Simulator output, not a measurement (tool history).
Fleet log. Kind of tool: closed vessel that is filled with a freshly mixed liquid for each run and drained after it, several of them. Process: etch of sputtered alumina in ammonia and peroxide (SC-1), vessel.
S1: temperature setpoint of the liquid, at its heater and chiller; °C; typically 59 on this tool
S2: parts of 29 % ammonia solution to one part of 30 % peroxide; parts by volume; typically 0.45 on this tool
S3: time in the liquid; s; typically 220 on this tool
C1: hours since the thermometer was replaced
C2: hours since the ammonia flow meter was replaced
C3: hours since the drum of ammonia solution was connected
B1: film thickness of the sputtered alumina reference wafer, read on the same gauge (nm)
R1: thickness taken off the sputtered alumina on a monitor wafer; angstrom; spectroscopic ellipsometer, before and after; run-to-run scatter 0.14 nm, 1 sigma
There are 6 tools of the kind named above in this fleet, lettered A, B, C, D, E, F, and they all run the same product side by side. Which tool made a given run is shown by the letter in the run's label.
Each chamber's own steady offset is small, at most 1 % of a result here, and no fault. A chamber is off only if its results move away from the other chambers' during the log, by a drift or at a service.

run,day,S1,S2,S3,C1,C2,C3,B1,R1
1D,0.417,59,0.45,220,44.8,1447.8,180.7,139.98,167.99
# day 0.579: chamber B: ammonia flow meter replaced
2E,0.796,59,0.45,220,870.6,2056.1,56.9,140,163.85
3B,1.075,59,0.45,220,377.5,11.9,47.6,140,162.82
4A,1.292,59,0.45,220,1655.3,454.7,347.7,140,164.9
5F,1.554,59,0.45,220,119.9,230.8,647,140,162.13
6C,1.938,59,0.45,220,437.7,947.4,403.8,140,161.71
7D,2.196,59,0.45,220,87.5,1490.5,223.4,139.98,167.59
8E,2.471,59,0.45,220,910.8,2096.3,97.1,140,165.88
9F,2.85,59,0.45,220,151,261.9,678.1,140,165.45
10A,3.162,59,0.45,220,1700.2,499.6,392.6,140.01,166.08
# day 3.35: chamber A: ammonia flow meter replaced
11B,3.4,59,0.45,220,433.3,67.7,103.4,139.97,164.43
12C,3.642,59,0.45,220,478.6,988.3,444.7,140.02,159.13
13C,4.042,59,0.45,220,488.2,997.9,454.3,140,161.56
14A,4.433,59,0.45,220,1730.7,26.1,423.1,140.02,165.09
15B,4.825,59,0.45,220,467.5,101.9,137.6,139.96,162.85
# day 4.883: chamber F: new drum of ammonia solution connected
16D,5.167,59,0.45,220,158.8,1561.8,294.7,139.98,165.5
17E,5.492,59,0.45,220,983.3,2168.8,169.6,139.99,162.82
# day 5.65: chamber B: thermometer replaced
18F,5.8,59,0.45,220,221.8,332.7,22,140.04,163.88
19E,6.1,59,0.45,220,997.9,2183.4,184.2,139.98,166.97
# day 6.246: chamber A: new drum of ammonia solution connected
20C,6.433,59,0.45,335,545.6,1055.3,511.7,140,239.94
21A,6.788,59,0.45,335,1787.2,82.6,13,140.03,254.97
22D,7.171,59,0.45,335,206.9,1609.9,342.8,140,252.68
23F,7.438,59,0.45,335,261.1,372,61.3,140.01,247.65
24B,7.792,59,0.45,335,51.5,173.1,208.8,140.01,252.3
25C,8.212,59,0.45,335,588.3,1098,554.4,140,238.98
26B,8.571,59,0.45,220,70.2,191.8,227.5,139.98,165.78
27D,8.908,59,0.45,220,248.6,1651.6,384.5,139.99,166.47
# day 8.983: chamber D: new drum of ammonia solution connected
28F,9.146,59,0.45,220,302.1,413,102.3,140.01,166.91
29E,9.438,59,0.45,220,1078,2263.5,264.3,139.98,163.82
30A,9.762,59,0.45,220,1858.6,154,84.4,140,164.73
31D,10.05,59,0.55,140,276,1679,25.7,139.99,108.23
32C,10.346,59,0.55,140,639.5,1149.2,605.6,140,99.721
33A,10.629,59,0.55,140,1879.4,174.8,105.2,139.99,107.08
34B,10.867,59,0.55,140,125.3,246.9,282.6,140,107.7
35F,11.121,59,0.55,140,349.5,460.4,149.7,139.99,108.01
36E,11.525,59,0.55,140,1128.1,2313.6,314.4,140.03,105.01
37D,11.933,59,0.45,220,321.2,1724.2,70.9,139.98,165.8
38B,12.217,59,0.45,220,157.7,279.3,315,140,163.86
39A,12.588,59,0.35,220,1926.4,221.8,152.2,140,162.11
40F,12.912,59,0.35,220,392.5,503.4,192.7,140.02,160.99

Next, all 6 chambers run the settings below, one line each with question marks for the results. What does each chamber give?
41A,13.217,59,0.3,220,,,,,?
41B,13.217,59,0.3,220,,,,,?
41C,13.217,59,0.3,220,,,,,?
41D,13.217,59,0.3,220,,,,,?
41E,13.217,59,0.3,220,,,,,?
41F,13.217,59,0.3,220,,,,,?

run,R1
41A,159.75
41B,158.43
41C,147.34
41D,162.79
41E,159.98
41F,160.09

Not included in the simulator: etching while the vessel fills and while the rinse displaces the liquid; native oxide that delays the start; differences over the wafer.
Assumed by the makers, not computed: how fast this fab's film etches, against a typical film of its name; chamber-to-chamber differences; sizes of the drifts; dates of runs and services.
